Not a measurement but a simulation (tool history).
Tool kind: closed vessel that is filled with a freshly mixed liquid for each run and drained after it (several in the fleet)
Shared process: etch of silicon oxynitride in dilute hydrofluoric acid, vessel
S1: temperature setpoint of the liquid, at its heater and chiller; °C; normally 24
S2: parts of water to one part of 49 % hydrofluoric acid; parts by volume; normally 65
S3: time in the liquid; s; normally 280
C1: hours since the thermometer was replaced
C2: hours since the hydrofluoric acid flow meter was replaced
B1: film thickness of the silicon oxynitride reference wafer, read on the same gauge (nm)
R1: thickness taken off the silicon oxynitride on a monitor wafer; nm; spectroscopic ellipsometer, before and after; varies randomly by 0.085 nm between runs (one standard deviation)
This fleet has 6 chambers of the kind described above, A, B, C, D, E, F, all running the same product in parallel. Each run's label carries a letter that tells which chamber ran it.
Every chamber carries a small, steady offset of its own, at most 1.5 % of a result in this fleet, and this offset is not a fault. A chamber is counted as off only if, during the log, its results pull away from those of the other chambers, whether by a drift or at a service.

run 1E hour=3.3 | S1=24 S2=65 S3=280 | C1=2687.4 C2=1021.5 | B1=49.992 | R1=9.7097
run 2A hour=9.7 | S1=24 S2=65 S3=280 | C1=777.7 C2=1352.3 | B1=50.001 | R1=9.5586
run 3D hour=17.0 | S1=24 S2=65 S3=280 | C1=1424.8 C2=199.4 | B1=50.002 | R1=9.8569
run 4B hour=22.2 | S1=24 S2=65 S3=280 | C1=289.7 C2=1249.5 | B1=49.998 | R1=9.5112
run 5F hour=26.5 | S1=28 S2=65 S3=280 | C1=965.2 C2=1375.1 | B1=49.995 | R1=11.6360
run 6C hour=31.2 | S1=28 S2=65 S3=280 | C1=542.1 C2=259.7 | B1=50.014 | R1=11.5570
run 7D hour=35.9 | S1=28 S2=65 S3=280 | C1=1443.7 C2=218.3 | B1=50.002 | R1=11.6940
run 8A hour=40.7 | S1=28 S2=65 S3=280 | C1=808.7 C2=1383.3 | B1=49.998 | R1=11.6280
run 9B hour=45.2 | S1=28 S2=65 S3=280 | C1=312.7 C2=1272.5 | B1=50.014 | R1=11.6940
run 10F hour=48.5 | S1=28 S2=65 S3=280 | C1=987.2 C2=1397.1 | B1=50.016 | R1=11.6360
run 11C hour=54.2 | S1=24 S2=50 S3=280 | C1=565.1 C2=282.7 | B1=49.993 | R1=12.4280
run 12E hour=59.2 | S1=24 S2=50 S3=280 | C1=2743.3 C2=1077.4 | B1=49.996 | R1=12.7040
run 13D hour=62.6 | S1=24 S2=50 S3=280 | C1=1470.4 C2=245.0 | B1=49.998 | R1=12.5340
run 14B hour=66.4 | S1=24 S2=50 S3=280 | C1=333.9 C2=1293.7 | B1=50.012 | R1=12.7490
run 15C hour=72.6 | S1=24 S2=50 S3=280 | C1=583.5 C2=301.1 | B1=49.992 | R1=12.4860
run 16F hour=78.1 | S1=24 S2=50 S3=280 | C1=1016.8 C2=1426.7 | B1=49.989 | R1=12.7740
run 17A hour=81.6 | S1=24 S2=65 S3=280 | C1=849.6 C2=1424.2 | B1=49.985 | R1=9.5139
run 18E hour=86.0 | S1=24 S2=65 S3=280 | C1=2770.1 C2=1104.2 | B1=50.001 | R1=9.7340
run 19D hour=89.5 | S1=24 S2=65 S3=280 | C1=1497.3 C2=271.9 | B1=50.019 | R1=9.6339
run 20C hour=94.3 | S1=24 S2=65 S3=280 | C1=605.2 C2=322.8 | B1=49.994 | R1=9.4530
run 21A hour=98.7 | S1=24 S2=65 S3=280 | C1=866.7 C2=1441.3 | B1=50.018 | R1=9.5804
-- hour=104.3 chamber E: thermometer replaced
run 22B hour=106.0 | S1=26 S2=65 S3=170 | C1=373.5 C2=1333.3 | B1=49.990 | R1=6.3604
run 23F hour=109.8 | S1=26 S2=65 S3=170 | C1=1048.5 C2=1458.4 | B1=50.013 | R1=6.4410
run 24E hour=114.0 | S1=26 S2=65 S3=170 | C1=9.8 C2=1132.2 | B1=50.025 | R1=6.4430
run 25D hour=118.8 | S1=26 S2=65 S3=170 | C1=1526.6 C2=301.2 | B1=50.008 | R1=6.4104
run 26E hour=123.5 | S1=26 S2=65 S3=170 | C1=19.3 C2=1141.7 | B1=49.970 | R1=6.5789
run 27B hour=128.4 | S1=26 S2=65 S3=170 | C1=395.9 C2=1355.7 | B1=50.008 | R1=6.4458
run 28A hour=132.7 | S1=24 S2=65 S3=280 | C1=900.7 C2=1475.3 | B1=49.997 | R1=9.5136
run 29C hour=137.2 | S1=24 S2=65 S3=280 | C1=648.1 C2=365.7 | B1=49.991 | R1=9.5066
run 30F hour=143.8 | S1=24 S2=65 S3=280 | C1=1082.5 C2=1492.4 | B1=50.015 | R1=9.4985
-- hour=143.9 chamber F: hydrofluoric acid flow meter replaced
run 31D hour=150.6 | S1=24 S2=65 S3=280 | C1=1558.4 C2=333.0 | B1=50.001 | R1=9.2852
run 32F hour=154.4 | S1=24 S2=65 S3=280 | C1=1093.1 C2=10.5 | B1=50.009 | R1=9.6284
run 33E hour=157.9 | S1=24 S2=65 S3=280 | C1=53.7 C2=1176.1 | B1=50.008 | R1=9.6369
run 34B hour=164.7 | S1=20 S2=65 S3=390 | C1=432.2 C2=1392.0 | B1=50.009 | R1=10.8670
run 35C hour=171.2 | S1=20 S2=65 S3=390 | C1=682.1 C2=399.7 | B1=49.981 | R1=10.7870
run 36A hour=176.2 | S1=20 S2=65 S3=390 | C1=944.2 C2=1518.8 | B1=50.020 | R1=10.9420
run 37B hour=180.0 | S1=20 S2=65 S3=390 | C1=447.5 C2=1407.3 | B1=49.999 | R1=10.8530
run 38F hour=183.4 | S1=20 S2=65 S3=390 | C1=1122.1 C2=39.5 | B1=49.993 | R1=11.1180
run 39E hour=188.2 | S1=20 S2=65 S3=390 | C1=84.0 C2=1206.4 | B1=50.002 | R1=11.0980
run 40A hour=192.7 | S1=24 S2=65 S3=280 | C1=960.7 C2=1535.3 | B1=49.998 | R1=9.7554
run 41C hour=198.1 | S1=24 S2=65 S3=280 | C1=709.0 C2=426.6 | B1=50.008 | R1=9.4629
run 42D hour=202.9 | S1=24 S2=65 S3=280 | C1=1610.7 C2=385.3 | B1=50.000 | R1=9.1806
run 43D hour=209.0 | S1=24 S2=65 S3=280 | C1=1616.8 C2=391.4 | B1=50.015 | R1=9.0464
run 44B hour=212.6 | S1=24 S2=65 S3=280 | C1=480.1 C2=1439.9 | B1=49.996 | R1=9.5803

Decide between three cases: one chamber stands off from its peers, the gauge reading all wafers drifts, or nothing is wrong past each chamber's small offset. Where a chamber is off, say which and what most likely put it there.

One chamber, D, drifts off from the rest bit by bit.
Likeliest cause: liquid colder than its thermometer reads (K) = 1.15.
The log may not separate it from: hydrofluoric acid flow below the setpoint (%).

Here are 4 candidates for chamber D's next run, each the usual settings with a change, their results left as question marks. Which one brings its results back in line with what the others give on the usual settings?
Maximum distance from the other chambers' mean on the usual settings for a result to count as in line: R1 0.2900 nm
run 45D-1 hour=218.0 | S1=26 S2=65 S3=280 | R1=?
run 45D-2 hour=218.0 | S1=24 S2=65 S3=290 | R1=?
run 45D-3 hour=218.0 | S1=24 S2=65 S3=270 | R1=?
run 45D-4 hour=218.0 | S1=22 S2=65 S3=280 | R1=?

The mean the other chambers reach with the usual settings: R1 9.5874 nm
run=45D-1 R1=10.1300
run=45D-2 R1=9.5245
run=45D-3 R1=8.8676
run=45D-4 R1=8.3393
45D-2 is the one that brings the chamber's results back in line with the other chambers.
